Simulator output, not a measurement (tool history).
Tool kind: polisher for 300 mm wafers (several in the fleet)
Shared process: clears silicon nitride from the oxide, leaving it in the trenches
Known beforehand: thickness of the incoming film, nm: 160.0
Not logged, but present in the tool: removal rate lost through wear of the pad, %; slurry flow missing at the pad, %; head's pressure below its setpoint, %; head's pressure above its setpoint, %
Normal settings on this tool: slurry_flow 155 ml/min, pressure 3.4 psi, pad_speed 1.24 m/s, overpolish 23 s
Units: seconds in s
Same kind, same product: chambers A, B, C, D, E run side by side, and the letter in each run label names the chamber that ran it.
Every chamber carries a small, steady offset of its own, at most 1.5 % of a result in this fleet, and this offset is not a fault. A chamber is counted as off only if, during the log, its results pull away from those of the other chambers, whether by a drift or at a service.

run   hour  slurry_flow  pressure  pad_speed  overpolish  wafers polished on this pad  hours since the slurry nozzle was cleaned  hours since the head pressure was calibrated  seconds
 1D    2.2          155       3.4       1.24          23                          746                                      611.2                                         965.8   112.11
       4.8  -- chamber D: slurry nozzle cleaned
 2E    5.1          155       3.4       1.24          23                          515                                      106.5                                         261.8   109.06
 3B    7.7          155       3.4       1.24          23                           86                                      266.4                                         613.2   111.04
 4A   11.9          155       3.4       1.24          23                          345                                      536.6                                         347.6   108.37
 5C   14.8          155       3.4       1.24          23                          979                                       54.9                                         325.6   109.07
 6E   18.2          155       3.4       1.24          23                          656                                      119.6                                         274.9   104.32
 7B   22.3          155       3.4       1.24          23                          244                                        281                                         627.8   112.35
 8D     25          155       3.4       1.24          23                          991                                       20.3                                         988.6   110.44
      26.9  -- chamber A: head pressure recalibrated
      29.9  -- chamber C: worn pad replaced by a new one
 9C   29.9          155       3.4       1.24          23                            0                                         70                                         340.7   109.16
10A   33.3          155       3.4       1.24          23                          575                                        558                                           6.4    108.1
11A     36          175       3.4       1.24          23                          604                                      560.7                                           9.1   105.56
12D   40.7          175       3.4       1.24          23                         1160                                         36                                        1004.3   104.58
13C   43.4          175       3.4       1.24          23                          145                                       83.5                                         354.2   105.61
14E     46          175       3.4       1.24          23                          955                                      147.4                                         302.7    108.5
15B   48.9          175       3.4       1.24          23                          530                                      307.6                                         654.4   106.84
16A   52.7          155       4.3       1.24          28                          784                                      577.4                                          25.8   87.816
      53.1  -- chamber B: worn pad replaced by a new one
      55.2  -- chamber A: worn pad replaced by a new one
17E     57          155       4.3       1.24          28                         1074                                      158.4                                         313.7   88.206
18C   60.4          155       4.3       1.24          28                          328                                      100.5                                         371.2   86.784
      60.6  -- chamber E: worn pad replaced by a new one
19D   63.2          155       4.3       1.24          28                         1403                                       58.5                                        1026.8   87.865
20B     67          155       4.3       1.24          28                          150                                      325.7                                         672.5   86.521
21D   72.1          155       3.4       1.24          23                         1499                                       67.4                                        1035.7    114.6
      75.4  -- chamber A: slurry nozzle cleaned
22C   76.9          155       3.4       1.24          23                          506                                        117                                         387.7   107.62
23A   79.2          155       3.4       1.24          23                          258                                        3.9                                          52.3   112.89
24B     83          200       3.4       1.24          23                          322                                      341.7                                         688.5   105.93
25E   86.5          200       3.4       1.24          23                          279                                      187.9                                         343.2   106.28
26D   88.7          200       3.4       1.24          23                         1677                                         84                                        1052.3   109.87
27A   92.8          200       3.4       1.24          23                          404                                       17.5                                          65.9    104.8
28C   95.4          200       3.4       1.24          23                          705                                      135.5                                         406.2   106.34
29E   98.8          155       3.4       1.24          23                          412                                      200.2                                         355.5   111.02
30B  101.3          155       3.4       1.24          23                          520                                        360                                         706.8   110.08
31E    104          155       2.5       1.04          23                          468                                      205.4                                         360.7   181.93
32A  107.2          155       2.5       1.04          23                          560                                       31.9                                          80.3   180.08
33B  110.5          155       2.5       1.04          23                          619                                      369.2                                           716   188.03
     113.3  -- chamber B: worn pad replaced by a new one
34C  115.3          155       2.5       1.04          23                          919                                      155.4                                         426.1   175.88
35D  118.1          155       2.5       1.04          23                         1994                                      113.4                                        1081.7   193.25
36A  120.6          155       3.4       1.24          23                          704                                       45.3                                          93.7   106.94
37C  124.3          155       3.4       1.24          23                         1016                                      164.4                                         435.1    108.2
     126.5  -- chamber C: worn pad replaced by a new one
     126.6  -- chamber B: slurry nozzle cleaned
38B  127.3          155       3.4       1.24          23                          151                                        0.8                                         732.8    110.3
39E  130.5          155       4.5       1.56          23                          753                                      231.9                                         387.2   65.524
     135.1  -- chamber A: worn pad replaced by a new one
40D  135.7          155       4.5       1.56          23                         2184                                        131                                        1099.3   71.027
41D  138.6          155       4.5       1.56          23                         2215                                      133.9                                        1102.2   71.946
42C  142.3          155       4.5       1.56          23                          170                                      182.4                                         453.1   64.541
43B  145.1          155       4.5       1.56          23                          342                                       18.6                                         750.6   67.968
44A  148.6          155       3.4       1.24          23                          146                                       73.3                                         121.7   108.83

Next, every chamber runs the same settings. What will each give?
45A  152.2          155       3.4       1.24          23                                                                                                                              ?
45B  152.2          155       3.4       1.24          23                                                                                                                              ?
45C  152.2          155       3.4       1.24          23                                                                                                                              ?
45D  152.2          155       3.4       1.24          23                                                                                                                              ?
45E  152.2          155       3.4       1.24          23                                                                                                                              ?

run  seconds
45A   111.37
45B   108.71
45C   111.46
45D   123.18
45E   110.36
